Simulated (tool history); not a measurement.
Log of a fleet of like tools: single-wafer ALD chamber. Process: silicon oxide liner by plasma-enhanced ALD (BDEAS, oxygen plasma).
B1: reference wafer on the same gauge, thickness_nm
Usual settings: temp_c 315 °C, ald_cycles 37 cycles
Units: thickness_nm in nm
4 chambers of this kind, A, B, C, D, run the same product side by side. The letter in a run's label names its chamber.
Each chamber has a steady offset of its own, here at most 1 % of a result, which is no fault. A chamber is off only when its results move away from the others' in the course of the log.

{"run": "1A", "hour": 3.4, "temp_c": 315, "ald_cycles": 37, "B1": 3.3287, "thickness_nm": 3.3492}
{"run": "2B", "hour": 7.0, "temp_c": 315, "ald_cycles": 37, "B1": 3.3292, "thickness_nm": 3.3716}
{"run": "3C", "hour": 11.6, "temp_c": 315, "ald_cycles": 37, "B1": 3.3296, "thickness_nm": 3.3432}
{"run": "4D", "hour": 17.2, "temp_c": 315, "ald_cycles": 37, "B1": 3.3283, "thickness_nm": 3.3493}
{"run": "5A", "hour": 23.3, "temp_c": 315, "ald_cycles": 37, "B1": 3.3283, "thickness_nm": 3.3405}
{"run": "6B", "hour": 27.2, "temp_c": 315, "ald_cycles": 37, "B1": 3.3263, "thickness_nm": 3.373}
{"run": "7D", "hour": 33.9, "temp_c": 315, "ald_cycles": 37, "B1": 3.3263, "thickness_nm": 3.3467}
{"run": "8C", "hour": 40.0, "temp_c": 315, "ald_cycles": 37, "B1": 3.327, "thickness_nm": 3.3494}
{"run": "9B", "hour": 46.0, "temp_c": 315, "ald_cycles": 37, "B1": 3.3253, "thickness_nm": 3.3749}
{"run": "10A", "hour": 49.4, "temp_c": 309, "ald_cycles": 41, "B1": 3.3246, "thickness_nm": 3.7341}
{"run": "11C", "hour": 55.7, "temp_c": 309, "ald_cycles": 41, "B1": 3.3235, "thickness_nm": 3.7366}
{"run": "12D", "hour": 62.6, "temp_c": 309, "ald_cycles": 41, "B1": 3.3224, "thickness_nm": 3.7473}
{"run": "13C", "hour": 66.9, "temp_c": 309, "ald_cycles": 41, "B1": 3.3241, "thickness_nm": 3.7353}
{"run": "14D", "hour": 70.4, "temp_c": 315, "ald_cycles": 34, "B1": 3.3224, "thickness_nm": 3.0815}
{"run": "15B", "hour": 76.4, "temp_c": 315, "ald_cycles": 34, "B1": 3.3219, "thickness_nm": 3.0973}
{"run": "16A", "hour": 80.3, "temp_c": 315, "ald_cycles": 34, "B1": 3.3228, "thickness_nm": 3.0698}
{"run": "17A", "hour": 84.1, "temp_c": 315, "ald_cycles": 34, "B1": 3.3208, "thickness_nm": 3.0694}
{"run": "18D", "hour": 91.3, "temp_c": 315, "ald_cycles": 37, "B1": 3.3206, "thickness_nm": 3.3434}
{"run": "19C", "hour": 95.7, "temp_c": 306, "ald_cycles": 32, "B1": 3.3202, "thickness_nm": 2.9276}
{"run": "20B", "hour": 102.9, "temp_c": 306, "ald_cycles": 32, "B1": 3.3196, "thickness_nm": 2.9396}
{"run": "21B", "hour": 106.0, "temp_c": 306, "ald_cycles": 32, "B1": 3.3197, "thickness_nm": 2.9377}
{"run": "22D", "hour": 111.8, "temp_c": 306, "ald_cycles": 32, "B1": 3.3181, "thickness_nm": 2.9309}
{"hour": 113.7, "done": "chamber A: thermocouple changed; heater temperature recalibrated"}
{"run": "23C", "hour": 117.8, "temp_c": 315, "ald_cycles": 37, "B1": 3.3175, "thickness_nm": 3.3358}
{"run": "24A", "hour": 123.1, "temp_c": 315, "ald_cycles": 37, "B1": 3.3166, "thickness_nm": 3.3289}
{"run": "25B", "hour": 129.1, "temp_c": 315, "ald_cycles": 37, "B1": 3.3169, "thickness_nm": 3.3509}
{"run": "26D", "hour": 133.9, "temp_c": 315, "ald_cycles": 37, "B1": 3.3171, "thickness_nm": 3.3359}
{"run": "27C", "hour": 138.9, "temp_c": 315, "ald_cycles": 37, "B1": 3.3164, "thickness_nm": 3.3385}
{"run": "28A", "hour": 144.0, "temp_c": 315, "ald_cycles": 37, "B1": 3.3159, "thickness_nm": 3.3297}
{"run": "29B", "hour": 150.3, "temp_c": 315, "ald_cycles": 37, "B1": 3.3145, "thickness_nm": 3.3605}
{"run": "30D", "hour": 154.9, "temp_c": 315, "ald_cycles": 37, "B1": 3.3138, "thickness_nm": 3.3386}
{"run": "31A", "hour": 161.1, "temp_c": 315, "ald_cycles": 37, "B1": 3.3133, "thickness_nm": 3.3306}
{"run": "32C", "hour": 167.5, "temp_c": 315, "ald_cycles": 37, "B1": 3.3133, "thickness_nm": 3.3266}

Is one chamber off against the others, does the gauge drift, or is nothing wrong? If a chamber is off, say which, and what the likeliest cause is.

The gauge drifts, so all chambers seem to drift together. No chamber is off.
Cause: gauge reads low (%) = 0.527.
